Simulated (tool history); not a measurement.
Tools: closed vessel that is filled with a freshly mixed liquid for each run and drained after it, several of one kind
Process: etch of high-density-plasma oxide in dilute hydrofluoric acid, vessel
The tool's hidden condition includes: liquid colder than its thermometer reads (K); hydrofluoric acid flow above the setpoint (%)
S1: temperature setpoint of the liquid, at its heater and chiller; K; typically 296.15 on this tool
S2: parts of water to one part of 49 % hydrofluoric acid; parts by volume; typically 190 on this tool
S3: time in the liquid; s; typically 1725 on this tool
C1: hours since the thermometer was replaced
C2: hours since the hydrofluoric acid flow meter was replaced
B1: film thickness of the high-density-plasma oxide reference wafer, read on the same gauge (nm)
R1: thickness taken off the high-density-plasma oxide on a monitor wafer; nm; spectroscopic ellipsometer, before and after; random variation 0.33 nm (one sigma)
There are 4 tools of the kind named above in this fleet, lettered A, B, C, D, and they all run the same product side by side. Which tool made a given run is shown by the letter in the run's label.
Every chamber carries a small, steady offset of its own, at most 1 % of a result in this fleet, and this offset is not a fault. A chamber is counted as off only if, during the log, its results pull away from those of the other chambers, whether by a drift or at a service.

{"run": "1A", "hour": 4.9, "S1": 296.15, "S2": 190, "S3": 1725, "C1": 119.2, "C2": 695.5, "B1": 110, "R1": 56.833}
{"run": "2C", "hour": 12.5, "S1": 296.15, "S2": 190, "S3": 1725, "C1": 43.2, "C2": 419.1, "B1": 109.98, "R1": 57.825}
{"run": "3B", "hour": 18.7, "S1": 296.15, "S2": 190, "S3": 1725, "C1": 947.8, "C2": 733.1, "B1": 109.99, "R1": 57.275}
{"run": "4D", "hour": 24.7, "S1": 296.15, "S2": 190, "S3": 1725, "C1": 714.3, "C2": 365.7, "B1": 109.98, "R1": 56.988}
{"run": "5B", "hour": 31.9, "S1": 296.15, "S2": 190, "S3": 1725, "C1": 961, "C2": 746.3, "B1": 109.99, "R1": 57.568}
{"run": "6D", "hour": 37.5, "S1": 296.15, "S2": 190, "S3": 1725, "C1": 727.1, "C2": 378.5, "B1": 109.98, "R1": 57.041}
{"run": "7A", "hour": 45.2, "S1": 296.15, "S2": 190, "S3": 1725, "C1": 159.5, "C2": 735.8, "B1": 110, "R1": 57.252}
{"run": "8C", "hour": 51.1, "S1": 296.15, "S2": 190, "S3": 1725, "C1": 81.8, "C2": 457.7, "B1": 110.05, "R1": 57.898}
{"run": "9C", "hour": 56.5, "S1": 296.15, "S2": 190, "S3": 1725, "C1": 87.2, "C2": 463.1, "B1": 110.01, "R1": 57.18}
{"run": "10A", "hour": 62.0, "S1": 296.15, "S2": 190, "S3": 1725, "C1": 176.3, "C2": 752.6, "B1": 110.02, "R1": 56.97}
{"run": "11B", "hour": 69.6, "S1": 297.65, "S2": 250, "S3": 1725, "C1": 998.7, "C2": 784, "B1": 109.99, "R1": 42.962}
{"run": "12D", "hour": 74.5, "S1": 297.65, "S2": 250, "S3": 1725, "C1": 764.1, "C2": 415.5, "B1": 109.98, "R1": 43.061}
{"run": "13D", "hour": 82.4, "S1": 297.65, "S2": 250, "S3": 1725, "C1": 772, "C2": 423.4, "B1": 110.01, "R1": 42.993}
{"run": "14A", "hour": 88.4, "S1": 297.65, "S2": 250, "S3": 1725, "C1": 202.7, "C2": 779, "B1": 110.01, "R1": 43.133}
{"run": "15C", "hour": 91.9, "S1": 296.15, "S2": 190, "S3": 1725, "C1": 122.6, "C2": 498.5, "B1": 110.03, "R1": 57.88}
{"run": "16B", "hour": 99.5, "S1": 296.15, "S2": 190, "S3": 1725, "C1": 1028.6, "C2": 813.9, "B1": 110.03, "R1": 57.042}
{"run": "17B", "hour": 103.8, "S1": 296.15, "S2": 190, "S3": 1725, "C1": 1032.9, "C2": 818.2, "B1": 110, "R1": 57.352}
{"run": "18A", "hour": 108.5, "S1": 296.15, "S2": 190, "S3": 1725, "C1": 222.8, "C2": 799.1, "B1": 110.03, "R1": 57.79}
{"run": "19D", "hour": 114.9, "S1": 296.15, "S2": 190, "S3": 1725, "C1": 804.5, "C2": 455.9, "B1": 110.01, "R1": 56.919}
{"run": "20C", "hour": 119.4, "S1": 296.15, "S2": 190, "S3": 1725, "C1": 150.1, "C2": 526, "B1": 110.02, "R1": 58.364}
{"run": "21D", "hour": 125.7, "S1": 296.15, "S2": 190, "S3": 1725, "C1": 815.3, "C2": 466.7, "B1": 110, "R1": 56.921}
{"run": "22C", "hour": 130.9, "S1": 296.15, "S2": 190, "S3": 1725, "C1": 161.6, "C2": 537.5, "B1": 109.99, "R1": 57.733}
{"run": "23A", "hour": 137.0, "S1": 300.65, "S2": 190, "S3": 1725, "C1": 251.3, "C2": 827.6, "B1": 109.99, "R1": 69.468}
{"run": "24B", "hour": 144.5, "S1": 300.65, "S2": 190, "S3": 1725, "C1": 1073.6, "C2": 858.9, "B1": 109.99, "R1": 67.607}
{"run": "25A", "hour": 152.3, "S1": 300.65, "S2": 190, "S3": 1725, "C1": 266.6, "C2": 842.9, "B1": 110.02, "R1": 69.077}
{"run": "26C", "hour": 156.2, "S1": 300.65, "S2": 190, "S3": 1725, "C1": 186.9, "C2": 562.8, "B1": 109.99, "R1": 68.957}
{"run": "27B", "hour": 161.4, "S1": 296.15, "S2": 190, "S3": 1725, "C1": 1090.5, "C2": 875.8, "B1": 109.96, "R1": 57.074}
{"run": "28D", "hour": 166.3, "S1": 296.15, "S2": 190, "S3": 1725, "C1": 855.9, "C2": 507.3, "B1": 109.98, "R1": 57.165}
{"run": "29A", "hour": 171.8, "S1": 296.15, "S2": 190, "S3": 1725, "C1": 286.1, "C2": 862.4, "B1": 110.01, "R1": 59.088}
{"run": "30B", "hour": 175.8, "S1": 296.15, "S2": 190, "S3": 1725, "C1": 1104.9, "C2": 890.2, "B1": 110.03, "R1": 57.582}
{"run": "31C", "hour": 182.5, "S1": 296.15, "S2": 190, "S3": 1725, "C1": 213.2, "C2": 589.1, "B1": 110.01, "R1": 57.863}
{"run": "32D", "hour": 187.1, "S1": 296.15, "S2": 190, "S3": 1725, "C1": 876.7, "C2": 528.1, "B1": 110, "R1": 56.575}
{"run": "33A", "hour": 192.6, "S1": 296.15, "S2": 190, "S3": 1725, "C1": 306.9, "C2": 883.2, "B1": 110.02, "R1": 59.404}
{"run": "34C", "hour": 197.3, "S1": 296.15, "S2": 190, "S3": 1725, "C1": 228, "C2": 603.9, "B1": 110.03, "R1": 57.969}
{"run": "35B", "hour": 201.1, "S1": 292.65, "S2": 190, "S3": 1205, "C1": 1130.2, "C2": 915.5, "B1": 109.97, "R1": 34.981}
{"run": "36D", "hour": 204.8, "S1": 292.65, "S2": 190, "S3": 1205, "C1": 894.4, "C2": 545.8, "B1": 110.02, "R1": 34.948}
{"run": "37D", "hour": 209.3, "S1": 292.65, "S2": 190, "S3": 1205, "C1": 898.9, "C2": 550.3, "B1": 109.99, "R1": 34.927}
{"run": "38A", "hour": 217.3, "S1": 292.65, "S2": 190, "S3": 1205, "C1": 331.6, "C2": 907.9, "B1": 110, "R1": 36.527}
{"run": "39C", "hour": 225.2, "S1": 296.15, "S2": 190, "S3": 1725, "C1": 255.9, "C2": 631.8, "B1": 110.01, "R1": 58.007}
{"run": "40B", "hour": 233.0, "S1": 296.15, "S2": 160, "S3": 770, "C1": 1162.1, "C2": 947.4, "B1": 109.99, "R1": 31.515}

Next, every chamber runs the same settings. What will each give?
{"run": "41A", "hour": 238.7, "S1": 296.15, "S2": 260, "S3": 1725, "R1": "?"}
{"run": "41B", "hour": 238.7, "S1": 296.15, "S2": 260, "S3": 1725, "R1": "?"}
{"run": "41C", "hour": 238.7, "S1": 296.15, "S2": 260, "S3": 1725, "R1": "?"}
{"run": "41D", "hour": 238.7, "S1": 296.15, "S2": 260, "S3": 1725, "R1": "?"}

run=41A R1=41.256
run=41B R1=38.866
run=41C R1=39.206
run=41D R1=39.005
